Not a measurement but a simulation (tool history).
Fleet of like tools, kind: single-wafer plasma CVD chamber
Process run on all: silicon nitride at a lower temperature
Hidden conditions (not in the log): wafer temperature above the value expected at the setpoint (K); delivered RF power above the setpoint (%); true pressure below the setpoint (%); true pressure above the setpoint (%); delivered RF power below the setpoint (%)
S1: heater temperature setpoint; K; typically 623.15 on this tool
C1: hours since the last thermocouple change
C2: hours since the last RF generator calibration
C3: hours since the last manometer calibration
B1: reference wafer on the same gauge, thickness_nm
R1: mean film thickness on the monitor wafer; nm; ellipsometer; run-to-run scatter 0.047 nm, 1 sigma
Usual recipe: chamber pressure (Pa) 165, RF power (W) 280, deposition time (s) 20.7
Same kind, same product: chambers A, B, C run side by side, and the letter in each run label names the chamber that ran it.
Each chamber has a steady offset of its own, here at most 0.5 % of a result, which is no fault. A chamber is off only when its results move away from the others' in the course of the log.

Run 1C, hour 4.2: usual settings; C1 223.7; C2 2035.1; C3 427.3; B1 25.205. Result: R1 21.668 nm.
Run 2A, hour 8.0: usual settings; C1 1370.7; C2 930.4; C3 965.8; B1 25.205. Result: R1 21.576 nm.
Run 3B, hour 11.5: usual settings; C1 1969.9; C2 102.7; C3 2395.6; B1 25.204. Result: R1 21.598 nm.
Run 4B, hour 15.8: usual settings; C1 1974.2; C2 107.0; C3 2399.9; B1 25.209. Result: R1 21.548 nm.
Run 5C, hour 19.7: usual settings; C1 239.2; C2 2050.6; C3 442.8; B1 25.201. Result: R1 21.660 nm.
Run 6A, hour 23.4: usual settings; C1 1386.1; C2 945.8; C3 981.2; B1 25.202. Result: R1 21.713 nm.
Run 7B, hour 27.0: usual settings; C1 1985.4; C2 118.2; C3 2411.1; B1 25.207. Result: R1 21.577 nm.
Run 8C, hour 31.6: usual settings but RF power (W) 305; C1 251.1; C2 2062.5; C3 454.7; B1 25.187. Result: R1 22.936 nm.
Run 9A, hour 36.1: usual settings but RF power (W) 305; C1 1398.8; C2 958.5; C3 993.9; B1 25.199. Result: R1 22.927 nm.
Run 10A, hour 39.6: usual settings but RF power (W) 305; C1 1402.3; C2 962.0; C3 997.4; B1 25.208. Result: R1 22.895 nm.
Run 11B, hour 42.1: usual settings; C1 2000.5; C2 133.3; C3 2426.2; B1 25.215. Result: R1 21.509 nm.
Run 12C, hour 46.8: usual settings; C1 266.3; C2 2077.7; C3 469.9; B1 25.212. Result: R1 21.685 nm.
Run 13B, hour 51.0: usual settings; C1 2009.4; C2 142.2; C3 2435.1; B1 25.193. Result: R1 21.643 nm.
Run 14A, hour 54.1: usual settings; C1 1416.8; C2 976.5; C3 1011.9; B1 25.206. Result: R1 21.686 nm.
Run 15C, hour 57.3: usual settings; C1 276.8; C2 2088.2; C3 480.4; B1 25.203. Result: R1 21.733 nm.
Run 16C, hour 60.1: usual settings; C1 279.6; C2 2091.0; C3 483.2; B1 25.200. Result: R1 21.696 nm.
Run 17B, hour 64.8: usual settings; C1 2023.2; C2 156.0; C3 2448.9; B1 25.205. Result: R1 21.610 nm.
Run 18A, hour 68.8: usual settings; C1 1431.5; C2 991.2; C3 1026.6; B1 25.203. Result: R1 21.510 nm.
Run 19B, hour 72.6: usual settings but chamber pressure (Pa) 197, RF power (W) 260; C1 2031.0; C2 163.8; C3 2456.7; B1 25.203. Result: R1 21.537 nm.
Run 20C, hour 76.5: usual settings but chamber pressure (Pa) 197, RF power (W) 260; C1 296.0; C2 2107.4; C3 499.6; B1 25.191. Result: R1 21.609 nm.

All 3 chambers run these settings next. Forecast each chamber's results:
Run 21A, hour 80.2: usual settings. Result: R1 ?.
Run 21B, hour 80.2: usual settings. Result: R1 ?.
Run 21C, hour 80.2: usual settings. Result: R1 ?.

run      R1
21A  21.639
21B  21.592
21C  21.655
